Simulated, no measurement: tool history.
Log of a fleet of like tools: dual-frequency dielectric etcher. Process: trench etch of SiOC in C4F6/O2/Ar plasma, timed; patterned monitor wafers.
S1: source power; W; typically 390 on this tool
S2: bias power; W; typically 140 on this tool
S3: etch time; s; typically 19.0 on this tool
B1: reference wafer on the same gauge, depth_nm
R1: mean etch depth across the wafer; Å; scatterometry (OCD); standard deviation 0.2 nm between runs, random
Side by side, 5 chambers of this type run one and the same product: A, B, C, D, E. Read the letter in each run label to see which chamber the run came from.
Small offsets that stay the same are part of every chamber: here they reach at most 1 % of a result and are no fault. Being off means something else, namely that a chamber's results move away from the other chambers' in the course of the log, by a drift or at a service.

run    day   S1   S2    S3      B1      R1
 1C  0.096  390  140  19.0  30.819  361.43
 2D  0.233  390  140  19.0  30.771  360.76
 3A  0.371  390  140  19.0  30.802  363.68
 4B  0.558  390  140  19.0  30.847  359.91
 5E  0.767  340  158  19.0  30.772  352.38
 6C  0.962  340  158  19.0  30.764  357.11
 7E  1.100  340  158  19.0  30.836  351.58
 8D  1.262  340  158  19.0  30.799  356.73
 9A  1.454  340  158  19.0  30.793  357.69
10B  1.608  390  140  19.0  30.818  359.39
11A  1.742  340  158  19.0  30.792  358.20
12B  1.858  340  158  19.0  30.791  350.54
13E  1.954  340  158  19.0  30.806  353.61
     2.146  -- chamber E: wet clean of the chamber
14C  2.154  340  158  19.0  30.811  357.43
15D  2.354  340  158  19.0  30.831  351.92
16C  2.458  390  140  19.0  30.777  363.16
17A  2.579  390  140  19.0  30.818  361.08
18E  2.712  390  140  19.0  30.795  349.91
19B  2.896  390  140  19.0  30.821  358.04
20D  3.050  350  140  16.5  30.796  297.58
21D  3.142  350  140  16.5  30.790  296.42
22B  3.254  350  140  16.5  30.823  298.65
23E  3.438  350  140  16.5  30.746  291.63
24C  3.600  350  140  16.5  30.817  299.96
25A  3.700  390  140  24.0  30.802  460.17
26E  3.792  390  140  24.0  30.811  438.59
27A  3.992  390  140  24.0  30.795  461.85
28B  4.092  390  140  24.0  30.823  456.38
29C  4.196  390  140  24.0  30.772  458.26
30D  4.354  390  140  19.0  30.740  356.15
31A  4.483  390  140  19.0  30.810  360.86
32C  4.633  390  140  19.0  30.788  362.83
33B  4.821  390  140  19.0  30.780  360.54
34D  5.021  390  140  19.0  30.772  358.07
35E  5.162  390  140  19.0  30.794  350.42
36C  5.279  390  140  19.0  30.862  363.80
37B  5.438  390  140  19.0  30.772  360.10
38E  5.600  390  140  19.0  30.791  348.45
39A  5.804  390  140  19.0  30.804  358.92
40D  5.988  390  140  19.0  30.815  358.16
41A  6.112  390  140  19.0  30.828  364.23

Each of the 5 chambers runs these same settings next. Fill in every chamber's results:
42A  6.262  390  122  19.0       ?
42B  6.262  390  122  19.0       ?
42C  6.262  390  122  19.0       ?
42D  6.262  390  122  19.0       ?
42E  6.262  390  122  19.0       ?

run      R1
42A  343.92
42B  341.88
42C  349.94
42D  343.40
42E  335.28
